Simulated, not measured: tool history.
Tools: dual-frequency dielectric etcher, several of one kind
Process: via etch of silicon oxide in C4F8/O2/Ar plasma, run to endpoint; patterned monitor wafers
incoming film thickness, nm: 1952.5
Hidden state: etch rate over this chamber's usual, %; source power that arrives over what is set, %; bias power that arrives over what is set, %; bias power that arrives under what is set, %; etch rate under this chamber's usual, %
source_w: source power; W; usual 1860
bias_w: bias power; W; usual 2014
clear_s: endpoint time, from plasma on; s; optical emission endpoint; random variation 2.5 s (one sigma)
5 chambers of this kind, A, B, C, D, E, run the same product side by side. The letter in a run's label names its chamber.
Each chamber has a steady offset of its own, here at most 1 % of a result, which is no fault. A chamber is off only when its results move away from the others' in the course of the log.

run	hour	source_w	bias_w	hours since the last wet clean	hours since the last source power generator calibration	hours since the last bias power generator calibration	clear_s
1E	10.1	1860	2014	19.1	610.0	2810.1	394.24
2A	22.3	1860	2014	378.7	1825.0	2469.6	395.41
3B	28.2	1860	2014	487.0	1683.2	1726.1	394.56
4C	33.6	1860	2014	674.5	3639.2	860.0	401.51
# hour 40.2: chamber C: wet clean of the chamber
5D	42.9	1860	2014	240.3	3377.3	1597.5	391.16
6A	48.2	1860	2014	404.6	1850.9	2495.5	396.91
7D	59.8	1860	2014	257.2	3394.2	1614.4	392.59
8C	70.0	2150	1669	29.8	3675.6	896.4	395.20
9E	81.4	2150	1669	90.4	681.3	2881.4	395.69
10B	90.9	2150	1669	549.7	1745.9	1788.8	397.34
11B	101.2	2150	1669	560.0	1756.2	1799.1	391.67
# hour 104.4: chamber B: wet clean of the chamber
12A	106.5	2150	1669	462.9	1909.2	2553.8	394.94
13C	117.6	1860	2014	77.4	3723.2	944.0	393.54
14E	128.2	2080	1608	137.2	728.1	2928.2	404.01
15D	134.6	2080	1608	332.0	3469.0	1689.2	396.89
16B	141.1	2080	1608	36.8	1796.1	1839.0	404.57
17E	149.5	2080	1608	158.5	749.4	2949.5	408.18
18C	159.9	2080	1608	119.7	3765.5	986.3	403.04
19D	168.7	1860	2014	366.1	3503.1	1723.3	389.76
# hour 171.4: chamber A: wet clean of the chamber
20A	179.0	1860	2014	7.7	1981.7	2626.3	397.41
21E	187.4	1860	2014	196.4	787.3	2987.4	393.06
22A	196.1	1860	2014	24.8	1998.8	2643.4	397.59
23B	202.6	1860	2014	98.3	1857.6	1900.5	399.05
24D	210.4	1860	2014	407.8	3544.8	1765.0	384.76
25C	220.3	2060	1591	180.1	3825.9	1046.7	411.00
26E	226.4	2060	1591	235.4	826.3	3026.4	406.95
27A	238.4	2060	1591	67.1	2041.1	2685.7	408.36
28C	248.6	2060	1591	208.4	3854.2	1075.0	406.53
29D	255.3	2060	1591	452.7	3589.7	1809.9	394.29
30B	260.8	2020	1816	156.5	1915.8	1958.7	394.54
31A	272.6	2020	1816	101.3	2075.3	2719.9	396.49
32C	278.6	2020	1816	238.4	3884.2	1105.0	394.56
33B	285.5	2020	1816	181.2	1940.5	1983.4	395.88
34E	296.3	2020	1816	305.3	896.2	3096.3	394.77
35D	306.3	1570	2014	503.7	3640.7	1860.9	400.04
36C	314.9	1570	2014	274.7	3920.5	1141.3	423.30
37A	323.7	1570	2014	152.4	2126.4	2771.0	425.60
38B	334.9	1570	2014	230.6	1989.9	2032.8	422.05

What goes on in this fleet: one chamber off, a drifting gauge, or nothing beyond the chambers' own small offsets? Name the chamber and the cause, if any.

Chamber D drifts away from the others.
Cause: etch rate over this chamber's usual, % = 5.32.

Here are 4 candidates for chamber D's next run, each the usual settings with a change, their results left as question marks. Which one brings its results back in line with what the others give on the usual settings?
In line means no further than this from the other chambers' mean on the usual settings: clear_s 8.70 s
39D-1	343.6	1860	2439				?
39D-2	343.6	1510	1737				?
39D-3	343.6	2280	2351				?
39D-4	343.6	1680	1866				?

The other chambers' mean on the usual settings: clear_s 397.42 s
run	clear_s
39D-1	354.12
39D-2	425.38
39D-3	330.16
39D-4	399.18
39D-4 brings the chamber back in line.
